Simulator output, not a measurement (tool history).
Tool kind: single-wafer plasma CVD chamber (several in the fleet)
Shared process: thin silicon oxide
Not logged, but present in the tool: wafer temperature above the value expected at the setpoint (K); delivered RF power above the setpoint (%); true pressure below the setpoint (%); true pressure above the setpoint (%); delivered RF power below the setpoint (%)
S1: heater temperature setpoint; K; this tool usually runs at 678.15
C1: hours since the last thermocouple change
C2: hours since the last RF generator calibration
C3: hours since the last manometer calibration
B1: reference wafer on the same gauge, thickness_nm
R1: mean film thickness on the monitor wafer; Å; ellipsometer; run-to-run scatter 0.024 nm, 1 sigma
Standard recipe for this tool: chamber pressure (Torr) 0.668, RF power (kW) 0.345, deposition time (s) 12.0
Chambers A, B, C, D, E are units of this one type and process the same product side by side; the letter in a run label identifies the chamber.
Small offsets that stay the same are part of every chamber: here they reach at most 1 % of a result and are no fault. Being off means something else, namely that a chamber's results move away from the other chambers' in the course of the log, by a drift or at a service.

run 1E day=0.442 | S1=678.15 chamber_pressure_(Torr)=0.668 RF_power_(kW)=0.345 deposition_time_(s)=12.0 | C1=64.7 C2=989.4 C3=411.2 | B1=21.095 | R1=194.10
run 2C day=0.833 | S1=678.15 chamber_pressure_(Torr)=0.668 RF_power_(kW)=0.345 deposition_time_(s)=12.0 | C1=1615.2 C2=219.6 C3=1506.9 | B1=21.100 | R1=193.40
run 3B day=1.412 | S1=678.15 chamber_pressure_(Torr)=0.668 RF_power_(kW)=0.345 deposition_time_(s)=12.0 | C1=809.5 C2=75.7 C3=971.3 | B1=21.086 | R1=195.27
run 4A day=1.921 | S1=678.15 chamber_pressure_(Torr)=0.668 RF_power_(kW)=0.345 deposition_time_(s)=12.0 | C1=136.3 C2=1412.0 C3=1440.9 | B1=21.096 | R1=191.92
run 5D day=2.204 | S1=678.15 chamber_pressure_(Torr)=0.668 RF_power_(kW)=0.345 deposition_time_(s)=12.0 | C1=1207.4 C2=1754.1 C3=168.5 | B1=21.082 | R1=192.04
run 6D day=2.529 | S1=678.15 chamber_pressure_(Torr)=0.668 RF_power_(kW)=0.345 deposition_time_(s)=12.0 | C1=1215.2 C2=1761.9 C3=176.3 | B1=21.083 | R1=192.16
-- day=2.738 chamber A: capacitance manometer re-zeroed and calibrated
run 7C day=2.808 | S1=689.15 chamber_pressure_(Torr)=0.556 RF_power_(kW)=0.345 deposition_time_(s)=12.0 | C1=1662.6 C2=267.0 C3=1554.3 | B1=21.082 | R1=157.34
run 8E day=3.329 | S1=689.15 chamber_pressure_(Torr)=0.556 RF_power_(kW)=0.345 deposition_time_(s)=12.0 | C1=134.0 C2=1058.7 C3=480.5 | B1=21.076 | R1=157.88
run 9A day=3.604 | S1=689.15 chamber_pressure_(Torr)=0.556 RF_power_(kW)=0.345 deposition_time_(s)=12.0 | C1=176.7 C2=1452.4 C3=20.9 | B1=21.068 | R1=156.70
run 10B day=4.212 | S1=689.15 chamber_pressure_(Torr)=0.556 RF_power_(kW)=0.345 deposition_time_(s)=12.0 | C1=876.7 C2=142.9 C3=1038.5 | B1=21.068 | R1=157.96
run 11B day=4.783 | S1=689.15 chamber_pressure_(Torr)=0.556 RF_power_(kW)=0.345 deposition_time_(s)=12.0 | C1=890.4 C2=156.6 C3=1052.2 | B1=21.068 | R1=158.04
run 12A day=5.054 | S1=678.15 chamber_pressure_(Torr)=0.668 RF_power_(kW)=0.345 deposition_time_(s)=12.0 | C1=211.5 C2=1487.2 C3=55.7 | B1=21.060 | R1=192.24
run 13D day=5.483 | S1=678.15 chamber_pressure_(Torr)=0.668 RF_power_(kW)=0.345 deposition_time_(s)=12.0 | C1=1286.1 C2=1832.8 C3=247.2 | B1=21.062 | R1=192.10
run 14E day=5.804 | S1=678.15 chamber_pressure_(Torr)=0.668 RF_power_(kW)=0.345 deposition_time_(s)=12.0 | C1=193.4 C2=1118.1 C3=539.9 | B1=21.067 | R1=193.82
run 15C day=6.117 | S1=678.15 chamber_pressure_(Torr)=0.668 RF_power_(kW)=0.345 deposition_time_(s)=12.0 | C1=1742.0 C2=346.4 C3=1633.7 | B1=21.061 | R1=192.90
run 16D day=6.525 | S1=678.15 chamber_pressure_(Torr)=0.668 RF_power_(kW)=0.345 deposition_time_(s)=12.0 | C1=1311.1 C2=1857.8 C3=272.2 | B1=21.058 | R1=191.85
run 17A day=7.100 | S1=678.15 chamber_pressure_(Torr)=0.668 RF_power_(kW)=0.345 deposition_time_(s)=12.9 | C1=260.6 C2=1536.3 C3=104.8 | B1=21.065 | R1=206.30
run 18C day=7.554 | S1=678.15 chamber_pressure_(Torr)=0.668 RF_power_(kW)=0.345 deposition_time_(s)=12.9 | C1=1776.5 C2=380.9 C3=1668.2 | B1=21.057 | R1=207.04
run 19E day=7.979 | S1=678.15 chamber_pressure_(Torr)=0.668 RF_power_(kW)=0.345 deposition_time_(s)=12.9 | C1=245.6 C2=1170.3 C3=592.1 | B1=21.055 | R1=208.27
run 20B day=8.317 | S1=678.15 chamber_pressure_(Torr)=0.668 RF_power_(kW)=0.345 deposition_time_(s)=12.9 | C1=975.2 C2=241.4 C3=1137.0 | B1=21.049 | R1=209.27
run 21C day=8.612 | S1=678.15 chamber_pressure_(Torr)=0.668 RF_power_(kW)=0.345 deposition_time_(s)=12.9 | C1=1801.9 C2=406.3 C3=1693.6 | B1=21.046 | R1=206.97
run 22E day=9.162 | S1=678.15 chamber_pressure_(Torr)=0.668 RF_power_(kW)=0.345 deposition_time_(s)=12.0 | C1=274.0 C2=1198.7 C3=620.5 | B1=21.040 | R1=193.67
run 23D day=9.579 | S1=678.15 chamber_pressure_(Torr)=0.668 RF_power_(kW)=0.345 deposition_time_(s)=12.0 | C1=1384.4 C2=1931.1 C3=345.5 | B1=21.041 | R1=191.72
-- day=9.967 chamber C: thermocouple changed; heater temperature recalibrated
run 24B day=10.050 | S1=678.15 chamber_pressure_(Torr)=0.668 RF_power_(kW)=0.345 deposition_time_(s)=12.0 | C1=1016.8 C2=283.0 C3=1178.6 | B1=21.038 | R1=194.34
run 25A day=10.412 | S1=678.15 chamber_pressure_(Torr)=0.668 RF_power_(kW)=0.345 deposition_time_(s)=13.1 | C1=340.1 C2=1615.8 C3=184.3 | B1=21.037 | R1=209.47
run 26C day=10.879 | S1=678.15 chamber_pressure_(Torr)=0.668 RF_power_(kW)=0.345 deposition_time_(s)=13.1 | C1=22.0 C2=460.7 C3=1748.0 | B1=21.032 | R1=210.59
run 27E day=11.250 | S1=678.15 chamber_pressure_(Torr)=0.668 RF_power_(kW)=0.345 deposition_time_(s)=13.1 | C1=324.1 C2=1248.8 C3=670.6 | B1=21.034 | R1=211.46
-- day=11.812 chamber A: RF generator calibrated
run 28D day=11.846 | S1=678.15 chamber_pressure_(Torr)=0.668 RF_power_(kW)=0.345 deposition_time_(s)=13.1 | C1=1438.8 C2=1985.5 C3=399.9 | B1=21.025 | R1=209.65
run 29A day=12.179 | S1=678.15 chamber_pressure_(Torr)=0.668 RF_power_(kW)=0.345 deposition_time_(s)=13.1 | C1=382.5 C2=8.9 C3=226.7 | B1=21.025 | R1=209.23
run 30B day=12.704 | S1=678.15 chamber_pressure_(Torr)=0.668 RF_power_(kW)=0.345 deposition_time_(s)=12.0 | C1=1080.5 C2=346.7 C3=1242.3 | B1=21.023 | R1=194.58
run 31E day=12.988 | S1=678.15 chamber_pressure_(Torr)=0.668 RF_power_(kW)=0.345 deposition_time_(s)=12.0 | C1=365.8 C2=1290.5 C3=712.3 | B1=21.014 | R1=193.82
run 32D day=13.446 | S1=678.15 chamber_pressure_(Torr)=0.668 RF_power_(kW)=0.345 deposition_time_(s)=12.0 | C1=1477.2 C2=2023.9 C3=438.3 | B1=21.008 | R1=190.86
run 33A day=13.908 | S1=678.15 chamber_pressure_(Torr)=0.668 RF_power_(kW)=0.345 deposition_time_(s)=12.0 | C1=424.0 C2=50.4 C3=268.2 | B1=21.008 | R1=191.76
run 34C day=14.412 | S1=678.15 chamber_pressure_(Torr)=0.668 RF_power_(kW)=0.345 deposition_time_(s)=12.0 | C1=106.8 C2=545.5 C3=1832.8 | B1=21.008 | R1=192.94
run 35B day=14.942 | S1=678.15 chamber_pressure_(Torr)=0.668 RF_power_(kW)=0.345 deposition_time_(s)=12.0 | C1=1134.2 C2=400.4 C3=1296.0 | B1=21.007 | R1=194.40
-- day=15.562 chamber D: RF generator calibrated
run 36D day=15.562 | S1=678.15 chamber_pressure_(Torr)=0.668 RF_power_(kW)=0.345 deposition_time_(s)=12.0 | C1=1528.0 C2=0.0 C3=489.1 | B1=20.999 | R1=191.38
run 37B day=16.125 | S1=678.15 chamber_pressure_(Torr)=0.668 RF_power_(kW)=0.285 deposition_time_(s)=12.0 | C1=1162.6 C2=428.8 C3=1324.4 | B1=21.001 | R1=179.51
run 38E day=16.579 | S1=678.15 chamber_pressure_(Torr)=0.668 RF_power_(kW)=0.285 deposition_time_(s)=12.0 | C1=452.0 C2=1376.7 C3=798.5 | B1=20.994 | R1=178.77

Predict what each chamber gives when all 5 of them run the settings below next.
run 39A day=17.029 | S1=678.15 chamber_pressure_(Torr)=0.668 RF_power_(kW)=0.345 deposition_time_(s)=12.0 | R1=?
run 39B day=17.029 | S1=678.15 chamber_pressure_(Torr)=0.668 RF_power_(kW)=0.345 deposition_time_(s)=12.0 | R1=?
run 39C day=17.029 | S1=678.15 chamber_pressure_(Torr)=0.668 RF_power_(kW)=0.345 deposition_time_(s)=12.0 | R1=?
run 39D day=17.029 | S1=678.15 chamber_pressure_(Torr)=0.668 RF_power_(kW)=0.345 deposition_time_(s)=12.0 | R1=?
run 39E day=17.029 | S1=678.15 chamber_pressure_(Torr)=0.668 RF_power_(kW)=0.345 deposition_time_(s)=12.0 | R1=?

run=39A R1=191.60
run=39B R1=193.96
run=39C R1=192.44
run=39D R1=191.27
run=39E R1=193.35
